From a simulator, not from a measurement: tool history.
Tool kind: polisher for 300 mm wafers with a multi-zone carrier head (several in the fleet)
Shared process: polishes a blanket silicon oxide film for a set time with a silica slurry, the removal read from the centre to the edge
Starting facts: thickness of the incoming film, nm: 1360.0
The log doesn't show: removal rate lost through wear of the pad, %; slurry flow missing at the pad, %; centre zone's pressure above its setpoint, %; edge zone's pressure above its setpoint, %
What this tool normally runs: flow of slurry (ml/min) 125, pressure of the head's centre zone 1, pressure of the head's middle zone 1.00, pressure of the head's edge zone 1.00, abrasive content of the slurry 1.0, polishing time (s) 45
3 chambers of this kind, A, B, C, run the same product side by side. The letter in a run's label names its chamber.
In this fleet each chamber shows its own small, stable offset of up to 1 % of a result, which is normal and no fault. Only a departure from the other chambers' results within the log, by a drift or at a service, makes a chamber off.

run   hour  flow of slurry (ml/min)  pressure of the head's centre zone  pressure of the head's middle zone  pressure of the head's edge zone  abrasive content of the slurry  polishing time (s)  wafers polished on this pad  hours since the slurry nozzle was cleaned  hours since the centre zone pressure was calibrated  hours since the edge zone pressure was calibrated  film removed at the wafer's centre (nm)  film removed at mid-radius (nm)  film removed at the wafer's edge (nm)
       9.4  -- chamber B: edge zone pressure recalibrated
 1C   12.6                      125                                   1                                1.00                              1.00                             1.0                  45                          772                                       49.5                                                677.1                                              448.1                                  111.940                          112.490                                 111.89
 2B   21.5                      125                                   1                                1.00                              1.00                             1.0                  45                         1382                                      219.0                                                 96.9                                               12.2                                  111.380                          111.230                                 112.22
      26.3  -- chamber B: worn pad replaced by a new one
 3A   28.6                      125                                   1                                1.00                              1.00                             1.0                  45                          246                                      113.4                                                467.4                                              584.4                                  113.140                          113.520                                 112.15
      29.2  -- chamber C: worn pad replaced by a new one
 4A   39.9                      125                                   1                                1.00                              1.00                             1.0                  45                          338                                      124.7                                                478.7                                              595.7                                  111.830                          109.850                                 111.84
 5B   46.2                      125                                   1                                1.00                              1.00                             1.0                  45                          162                                      243.7                                                121.6                                               36.9                                  112.390                          111.570                                 112.29
 6C   55.4                      125                                   1                                1.00                              0.96                             1.0                  60                          214                                       92.3                                                719.9                                              490.9                                  148.840                          151.410                                 144.84
 7B   64.3                      125                                   1                                1.00                              0.96                             1.0                  60                          310                                      261.8                                                139.7                                               55.0                                  150.420                          149.830                                 147.66
      71.5  -- chamber C: edge zone pressure recalibrated
 8A   76.0                      125                                   1                                1.00                              0.96                             1.0                  60                          633                                      160.8                                                514.8                                              631.8                                  150.660                          149.250                                 147.82
      84.0  -- chamber A: worn pad replaced by a new one
 9C   86.6                      125                                   1                                1.00                              1.00                             1.0                  45                          469                                      123.5                                                751.1                                               15.2                                  110.210                          110.960                                 113.20
10C   98.0                      125                                   1                                1.00                              1.00                             1.0                  45                          562                                      134.9                                                762.5                                               26.6                                  111.390                          113.250                                 111.37
     104.6  -- chamber A: centre zone pressure recalibrated
11A  110.8                      125                                   1                                1.00                              1.00                             1.0                  45                          218                                      195.6                                                  6.3                                              666.6                                  118.550                          111.170                                 111.83
12B  121.1                      125                                   1                                1.00                              1.00                             1.0                  45                          773                                      318.6                                                196.5                                              111.8                                  111.850                          110.610                                 111.04
13A  131.8                      125                                   1                                1.00                              1.00                             1.0                  45                          390                                      216.6                                                 27.3                                              687.6                                  120.560                          110.860                                 112.22
     134.0  -- chamber B: slurry nozzle cleaned
14C  143.8                      125                                   1                                0.94                              1.00                             1.0                  45                          935                                      180.7                                                808.3                                               72.4                                  111.830                          107.500                                 111.41
15B  151.2                      125                                   1                                0.94                              1.00                             1.0                  45                         1019                                       17.2                                                226.6                                              141.9                                  112.800                          106.050                                 110.00
     153.8  -- chamber C: worn pad replaced by a new one
     158.0  -- chamber A: edge zone pressure recalibrated
16C  163.0                      125                                   1                                0.94                              1.00                             1.0                  45                           75                                      199.9                                                827.5                                               91.6                                  111.860                          105.030                                 112.05
     171.9  -- chamber A: worn pad replaced by a new one
17B  175.1                      125                                   1                                1.00                              1.00                             1.0                  45                         1214                                       41.1                                                250.5                                              165.8                                  110.800                          110.350                                 111.32
     175.5  -- chamber A: slurry nozzle cleaned
18A  183.7                      125                                   1                                1.00                              1.00                             1.1                  45                           96                                        8.2                                                 79.2                                               25.8                                  124.770                          115.720                                 117.02
19B  196.0                      125                                   1                                1.00                              1.00                             1.1                  45                         1384                                       62.0                                                271.4                                              186.7                                  116.510                          117.780                                 116.39
     196.2  -- chamber B: worn pad replaced by a new one
     201.5  -- chamber C: centre zone pressure recalibrated
20C  206.3                      125                                   1                                1.00                              1.00                             1.1                  45                          428                                      243.2                                                  4.9                                              134.9                                  117.170                          116.950                                 116.01
21A  218.5                      125                                   1                                1.00                              1.00                             1.0                  45                          380                                       43.0                                                114.0                                               60.6                                  119.690                          111.040                                 112.17
22A  228.2                      125                                   1                                1.00                              1.00                             1.0                  45                          459                                       52.7                                                123.7                                               70.3                                  122.380                          111.730                                 112.37
23B  238.9                      125                                   1                                1.00                              1.00                             1.0                  45                          348                                      104.9                                                314.3                                              229.6                                  112.850                          112.170                                 112.10
     245.7  -- chamber A: worn pad replaced by a new one
24C  251.5                      125                                   1                                1.00                              1.00                             1.0                  45                          797                                      288.4                                                 50.1                                              180.1                                  112.010                          113.360                                 113.24
25A  258.2                       85                                   1                                0.96                              1.00                             1.0                  45                          102                                       82.7                                                153.7                                              100.3                                  107.100                           95.927                                 104.83
26B  267.6                       85                                   1                                0.96                              1.00                             1.0                  45                          582                                      133.6                                                343.0                                              258.3                                   98.920                           94.848                                 104.71
     267.8  -- chamber C: worn pad replaced by a new one
27C  278.0                       85                                   1                                0.96                              1.00                             1.0                  45                           83                                      314.9                                                 76.6                                              206.6                                   99.168                           96.473                                 104.50
28C  287.3                      125                                   1                                1.00                              1.00                             1.0                  45                          159                                      324.2                                                 85.9                                              215.9                                  112.380                          112.500                                 112.96
29A  298.9                      125                                   1                                1.00                              1.00                             1.0                  45                          434                                      123.4                                                194.4                                              141.0                                  120.880                          113.130                                 110.88
30B  304.9                      125                                   1                                1.00                              1.00                             1.0                  45                          887                                      170.9                                                380.3                                              295.6                                  111.290                          109.740                                 112.21

Has any chamber moved away from the others, gradually or after a service, or does the common gauge drift, or do the chambers differ only by their own small steady offsets? State the chamber and the most likely cause if one applies.

Chamber A has stood off from the others ever since a service on it.
Likeliest cause: centre zone's pressure above its setpoint, % = 6.

Which of the 4 candidates below, each the usual settings with something changed and its results left as question marks, puts chamber A back in line with what the other chambers give on the usual settings?
Allowed miss from the other chambers' usual-settings mean, per result, to count as in line: film removed at the wafer's centre (nm) 3.200; film removed at mid-radius (nm) 3.000; film removed at the wafer's edge (nm) 4.30
31A-1  314.1                      115                                0.91                                1.02                              1.03                             1.0                  45                                                                                                                                                                                                                        ?                                ?                                      ?
31A-2  314.1                      120                                0.95                                1.01                              1.02                             1.0                  45                                                                                                                                                                                                                        ?                                ?                                      ?
31A-3  314.1                      130                                1.05                                0.99                              0.98                             1.0                  45                                                                                                                                                                                                                        ?                                ?                                      ?
31A-4  314.1                      135                                1.10                                0.98                              0.97                             1.0                  45                                                                                                                                                                                                                        ?                                ?                                      ?

Average result of the remaining chambers running the usual settings: film removed at the wafer's centre (nm) 112.040; film removed at mid-radius (nm) 111.790; film removed at the wafer's edge (nm) 111.78
  run  film removed at the wafer's centre (nm)  film removed at mid-radius (nm)  film removed at the wafer's edge (nm)
31A-1                                  106.280                          112.710                                 111.92
31A-2                                  112.690                          112.780                                 112.14
31A-3                                  128.220                          112.630                                 111.27
31A-4                                  136.060                          112.430                                 111.33
The right change is 31A-2: it brings the chamber back within the allowed miss of the others.
